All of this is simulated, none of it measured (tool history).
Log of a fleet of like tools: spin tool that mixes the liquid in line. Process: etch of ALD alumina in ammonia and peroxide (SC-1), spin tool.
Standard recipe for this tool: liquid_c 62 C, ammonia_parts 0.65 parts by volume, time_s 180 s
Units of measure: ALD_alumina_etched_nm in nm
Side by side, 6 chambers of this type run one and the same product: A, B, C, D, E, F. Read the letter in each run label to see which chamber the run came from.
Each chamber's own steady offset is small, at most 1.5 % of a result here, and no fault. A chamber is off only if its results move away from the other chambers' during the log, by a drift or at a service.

| run | hour | liquid_c | ammonia_parts | time_s | hours since the thermometer was replaced | hours since the ammonia flow meter was replaced | hours since the heated supply line was repaired | hours since the drum of ammonia solution was connected | read-back film thickness of the ALD alumina reference wafer, read on the same gauge (nm) | ALD_alumina_etched_nm |
|---|---|---|---|---|---|---|---|---|---|---|
| 1D | 6.3 | 62 | 0.65 | 180 | 76.6 | 272.1 | 720.2 | 262.2 | 139.99 | 14.529 |
| 2F | 12.2 | 62 | 0.65 | 180 | 1427.8 | 84.3 | 203 | 337.5 | 140.03 | 14.138 |
| 3A | 17.3 | 62 | 0.65 | 180 | 1189.3 | 565.6 | 395.3 | 620.3 | 139.98 | 14.447 |
| 4C | 24 | 62 | 0.65 | 180 | 728.7 | 1758.6 | 1247.6 | 439.5 | 139.94 | 14.351 |
|  | 26.2 | chamber D: heated supply line repaired |
| 5E | 29.8 | 62 | 0.65 | 80 | 168.3 | 383 | 586.1 | 669.1 | 140.03 | 6.1777 |
| 6B | 36.8 | 62 | 0.65 | 80 | 3117 | 878.3 | 81.6 | 231.3 | 140 | 6.4046 |
| 7B | 44.2 | 62 | 0.65 | 80 | 3124.4 | 885.7 | 89 | 238.7 | 140.01 | 6.3474 |
| 8E | 50.6 | 62 | 0.65 | 80 | 189.1 | 403.8 | 606.9 | 689.9 | 140.02 | 6.2916 |
| 9F | 56.3 | 62 | 0.65 | 80 | 1471.9 | 128.4 | 247.1 | 381.6 | 140.01 | 6.2702 |
| 10D | 60.2 | 62 | 0.65 | 80 | 130.5 | 326 | 34.1 | 316.1 | 140.02 | 6.3825 |
|  | 63.8 | chamber C: ammonia flow meter replaced |
| 11A | 67.2 | 67 | 0.65 | 250 | 1239.2 | 615.5 | 445.2 | 670.2 | 139.94 | 25.607 |
| 12C | 72.7 | 67 | 0.65 | 250 | 777.4 | 9 | 1296.3 | 488.2 | 140.04 | 25.592 |
| 13E | 79.5 | 67 | 0.65 | 250 | 218 | 432.7 | 635.8 | 718.8 | 139.97 | 25.031 |
| 14F | 84.4 | 67 | 0.65 | 250 | 1500 | 156.5 | 275.2 | 409.7 | 140.04 | 25.539 |
| 15A | 91 | 67 | 0.65 | 250 | 1263 | 639.3 | 469 | 694 | 139.99 | 25.574 |
| 16D | 97.1 | 67 | 0.65 | 250 | 167.4 | 362.9 | 71 | 353 | 139.99 | 25.619 |
| 17C | 102.2 | 62 | 0.65 | 180 | 806.9 | 38.5 | 1325.8 | 517.7 | 140 | 14.276 |
| 18B | 109.5 | 62 | 0.65 | 180 | 3189.7 | 951 | 154.3 | 304 | 139.98 | 14.336 |
| 19B | 114.9 | 62 | 0.65 | 180 | 3195.1 | 956.4 | 159.7 | 309.4 | 140 | 14.428 |
| 20E | 119.4 | 62 | 0.65 | 180 | 257.9 | 472.6 | 675.7 | 758.7 | 139.95 | 13.899 |
| 21C | 125.1 | 62 | 0.65 | 95 | 829.8 | 61.4 | 1348.7 | 540.6 | 140.04 | 7.5698 |
| 22A | 130.6 | 62 | 0.65 | 95 | 1302.6 | 678.9 | 508.6 | 733.6 | 139.98 | 7.5003 |
|  | 132.1 | chamber A: new drum of ammonia solution connected |
| 23D | 136.7 | 62 | 0.65 | 95 | 207 | 402.5 | 110.6 | 392.6 | 140.03 | 7.631 |
| 24F | 143.3 | 62 | 0.65 | 95 | 1558.9 | 215.4 | 334.1 | 468.6 | 139.98 | 7.5535 |
| 25D | 147.2 | 62 | 0.65 | 95 | 217.5 | 413 | 121.1 | 403.1 | 140.03 | 7.5385 |
| 26B | 151.3 | 62 | 0.65 | 95 | 3231.5 | 992.8 | 196.1 | 345.8 | 139.96 | 7.6374 |
| 27A | 158 | 62 | 0.65 | 180 | 1330 | 706.3 | 536 | 26 | 140.01 | 14.296 |
| 28C | 165.3 | 62 | 0.65 | 180 | 870 | 101.6 | 1388.9 | 580.8 | 139.98 | 14.375 |
| 29F | 172.3 | 62 | 0.65 | 180 | 1587.9 | 244.4 | 363.1 | 497.6 | 140 | 14.164 |
| 30E | 176.4 | 62 | 0.65 | 180 | 314.9 | 529.6 | 732.7 | 815.7 | 139.98 | 13.534 |
| 31F | 181.1 | 62 | 0.4 | 180 | 1596.7 | 253.2 | 371.9 | 506.4 | 140 | 13.579 |
| 32C | 187.6 | 62 | 0.4 | 180 | 892.3 | 123.9 | 1411.2 | 603.1 | 140.02 | 13.648 |
| 33E | 194 | 62 | 0.4 | 180 | 332.5 | 547.2 | 750.3 | 833.3 | 140 | 12.558 |
|  | 196.8 | chamber B: thermometer replaced |
| 34B | 198.9 | 62 | 0.4 | 180 | 2.2 | 1040.4 | 243.7 | 393.4 | 140 | 13.727 |
| 35A | 202.4 | 62 | 0.4 | 180 | 1374.4 | 750.7 | 580.4 | 70.4 | 140.02 | 13.78 |
| 36D | 206.7 | 62 | 0.4 | 180 | 277 | 472.5 | 180.6 | 462.6 | 140 | 13.753 |
| 37B | 213.9 | 62 | 0.65 | 180 | 17.2 | 1055.4 | 258.7 | 408.4 | 139.98 | 14.526 |
| 38C | 220.2 | 62 | 0.65 | 180 | 924.9 | 156.5 | 1443.8 | 635.7 | 139.96 | 14.197 |
| 39E | 225.1 | 62 | 0.65 | 180 | 363.6 | 578.3 | 781.4 | 864.4 | 139.98 | 13.162 |
| 40F | 229.7 | 62 | 0.65 | 180 | 1645.3 | 301.8 | 420.5 | 555 | 140.01 | 14.31 |
| 41D | 234.4 | 62 | 0.65 | 180 | 304.7 | 500.2 | 208.3 | 490.3 | 140 | 14.399 |

Is one chamber out of step, is the gauge drifting, or do the chambers differ by no more than their own small offsets? For an off chamber, give its letter and the likeliest cause.

It is chamber E that slowly wanders off from its peers.
Cause: temperature lost on the way to the wafer (K) = 1.61.
It could be hard to tell apart here from: liquid colder than its thermometer reads (K).

Which of the 4 candidates below, each the usual settings with something changed and its results left as question marks, puts chamber E back in line with what the other chambers give on the usual settings?
In-line tolerance around the mean of the other chambers on the usual settings: ALD_alumina_etched_nm 0.33 nm
| 42E-1 | 239.6 | 60.5 | 0.65 | 160 |  |  |  |  |  | ? |
| 42E-2 | 239.6 | 66 | 0.65 | 180 |  |  |  |  |  | ? |
| 42E-3 | 239.6 | 64 | 0.65 | 180 |  |  |  |  |  | ? |
| 42E-4 | 239.6 | 62 | 0.65 | 165 |  |  |  |  |  | ? |

The mean the other chambers reach with the usual settings: ALD_alumina_etched_nm 14.31 nm
| run | ALD_alumina_etched_nm |
|---|---|
| 42E-1 | 10.666 |
| 42E-2 | 15.896 |
| 42E-3 | 14.372 |
| 42E-4 | 11.888 |
42E-3 brings the chamber back in line.
